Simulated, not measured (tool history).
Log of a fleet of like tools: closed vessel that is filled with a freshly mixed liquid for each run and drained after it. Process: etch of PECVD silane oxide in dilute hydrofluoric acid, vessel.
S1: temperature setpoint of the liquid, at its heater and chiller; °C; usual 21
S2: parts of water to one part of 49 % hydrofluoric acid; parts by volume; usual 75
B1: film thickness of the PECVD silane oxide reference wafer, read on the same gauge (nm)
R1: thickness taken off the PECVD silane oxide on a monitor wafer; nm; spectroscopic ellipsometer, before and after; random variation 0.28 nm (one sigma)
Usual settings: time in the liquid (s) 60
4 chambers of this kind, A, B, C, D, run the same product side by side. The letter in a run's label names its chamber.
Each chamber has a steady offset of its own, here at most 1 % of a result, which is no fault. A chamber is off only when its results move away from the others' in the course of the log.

run 1B hour=3.4 | S1=21 S2=75 time_in_the_liquid_(s)=60 | B1=90.037 | R1=36.622
run 2A hour=6.8 | S1=21 S2=75 time_in_the_liquid_(s)=60 | B1=89.99 | R1=36.395
run 3D hour=9 | S1=21 S2=75 time_in_the_liquid_(s)=60 | B1=90 | R1=36.484
run 4C hour=12.9 | S1=21 S2=75 time_in_the_liquid_(s)=60 | B1=89.982 | R1=36.558
run 5A hour=15.5 | S1=21 S2=75 time_in_the_liquid_(s)=60 | B1=90.009 | R1=36.483
run 6D hour=19.5 | S1=21 S2=75 time_in_the_liquid_(s)=60 | B1=90.008 | R1=36.538
run 7B hour=23.4 | S1=21 S2=75 time_in_the_liquid_(s)=60 | B1=90.022 | R1=36.23
run 8C hour=26.3 | S1=21 S2=75 time_in_the_liquid_(s)=60 | B1=90.024 | R1=36.584
run 9C hour=30.3 | S1=21 S2=75 time_in_the_liquid_(s)=60 | B1=90.012 | R1=36.349
run 10A hour=35.1 | S1=21 S2=75 time_in_the_liquid_(s)=60 | B1=89.996 | R1=36.712
run 11D hour=39.2 | S1=21 S2=75 time_in_the_liquid_(s)=60 | B1=90.001 | R1=36.883
run 12B hour=41.5 | S1=21 S2=75 time_in_the_liquid_(s)=60 | B1=90.002 | R1=36.762
run 13A hour=44.3 | S1=21 S2=75 time_in_the_liquid_(s)=60 | B1=90.012 | R1=36.251
run 14B hour=47.8 | S1=21 S2=75 time_in_the_liquid_(s)=60 | B1=90.019 | R1=36.954
run 15D hour=50 | S1=21 S2=75 time_in_the_liquid_(s)=60 | B1=90.017 | R1=36.621
run 16C hour=54.9 | S1=21 S2=75 time_in_the_liquid_(s)=60 | B1=90.013 | R1=36.859
-- hour=55.1 chamber A: hydrofluoric acid flow meter replaced
run 17C hour=59.1 | S1=21 S2=75 time_in_the_liquid_(s)=60 | B1=90.01 | R1=36.341
run 18D hour=61.3 | S1=21 S2=75 time_in_the_liquid_(s)=60 | B1=89.995 | R1=37.065
run 19B hour=65.6 | S1=21 S2=75 time_in_the_liquid_(s)=60 | B1=89.98 | R1=36.629
run 20A hour=68 | S1=21 S2=75 time_in_the_liquid_(s)=60 | B1=90.009 | R1=36.234
run 21A hour=70.3 | S1=21 S2=75 time_in_the_liquid_(s)=60 | B1=90.003 | R1=36.522
run 22C hour=75.1 | S1=25.5 S2=75 time_in_the_liquid_(s)=60 | B1=89.99 | R1=43.964
run 23B hour=77.7 | S1=25.5 S2=75 time_in_the_liquid_(s)=60 | B1=90.01 | R1=43.935
run 24D hour=81.3 | S1=25.5 S2=75 time_in_the_liquid_(s)=60 | B1=89.989 | R1=45.63
run 25B hour=84.6 | S1=25.5 S2=75 time_in_the_liquid_(s)=60 | B1=89.998 | R1=43.897
run 26A hour=87.6 | S1=21 S2=75 time_in_the_liquid_(s)=60 | B1=90.006 | R1=36.496
run 27D hour=91.4 | S1=21 S2=75 time_in_the_liquid_(s)=60 | B1=89.989 | R1=39.047
run 28C hour=95.6 | S1=21 S2=75 time_in_the_liquid_(s)=60 | B1=90.025 | R1=36.828
run 29B hour=97.9 | S1=21 S2=75 time_in_the_liquid_(s)=60 | B1=89.979 | R1=36.593
run 30C hour=102.3 | S1=21 S2=75 time_in_the_liquid_(s)=75 | B1=90.012 | R1=45.186
run 31A hour=105.6 | S1=21 S2=75 time_in_the_liquid_(s)=75 | B1=89.978 | R1=45.986
run 32D hour=109.5 | S1=21 S2=75 time_in_the_liquid_(s)=75 | B1=90.019 | R1=49.481
run 33B hour=113.7 | S1=21 S2=75 time_in_the_liquid_(s)=75 | B1=89.988 | R1=45.503
-- hour=115.8 chamber D: hydrofluoric acid flow meter replaced
run 34A hour=117.7 | S1=21 S2=75 time_in_the_liquid_(s)=60 | B1=90.019 | R1=35.957
run 35C hour=120.8 | S1=21 S2=75 time_in_the_liquid_(s)=85 | B1=90.014 | R1=52.093
run 36D hour=123.3 | S1=21 S2=75 time_in_the_liquid_(s)=85 | B1=89.997 | R1=56.218
run 37C hour=126.1 | S1=21 S2=75 time_in_the_liquid_(s)=85 | B1=89.986 | R1=51.118
run 38D hour=130.5 | S1=21 S2=75 time_in_the_liquid_(s)=85 | B1=89.981 | R1=56.604
run 39B hour=133.4 | S1=21 S2=75 time_in_the_liquid_(s)=60 | B1=90.04 | R1=36.235
run 40A hour=136.3 | S1=21 S2=75 time_in_the_liquid_(s)=60 | B1=90.024 | R1=36.573

Next, every chamber runs the same settings. What will each give?
run 41A hour=139.8 | S1=21 S2=40 time_in_the_liquid_(s)=60 | R1=?
run 41B hour=139.8 | S1=21 S2=40 time_in_the_liquid_(s)=60 | R1=?
run 41C hour=139.8 | S1=21 S2=40 time_in_the_liquid_(s)=60 | R1=?
run 41D hour=139.8 | S1=21 S2=40 time_in_the_liquid_(s)=60 | R1=?

run=41A R1=71.536
run=41B R1=71.976
run=41C R1=69.553
run=41D R1=79.195

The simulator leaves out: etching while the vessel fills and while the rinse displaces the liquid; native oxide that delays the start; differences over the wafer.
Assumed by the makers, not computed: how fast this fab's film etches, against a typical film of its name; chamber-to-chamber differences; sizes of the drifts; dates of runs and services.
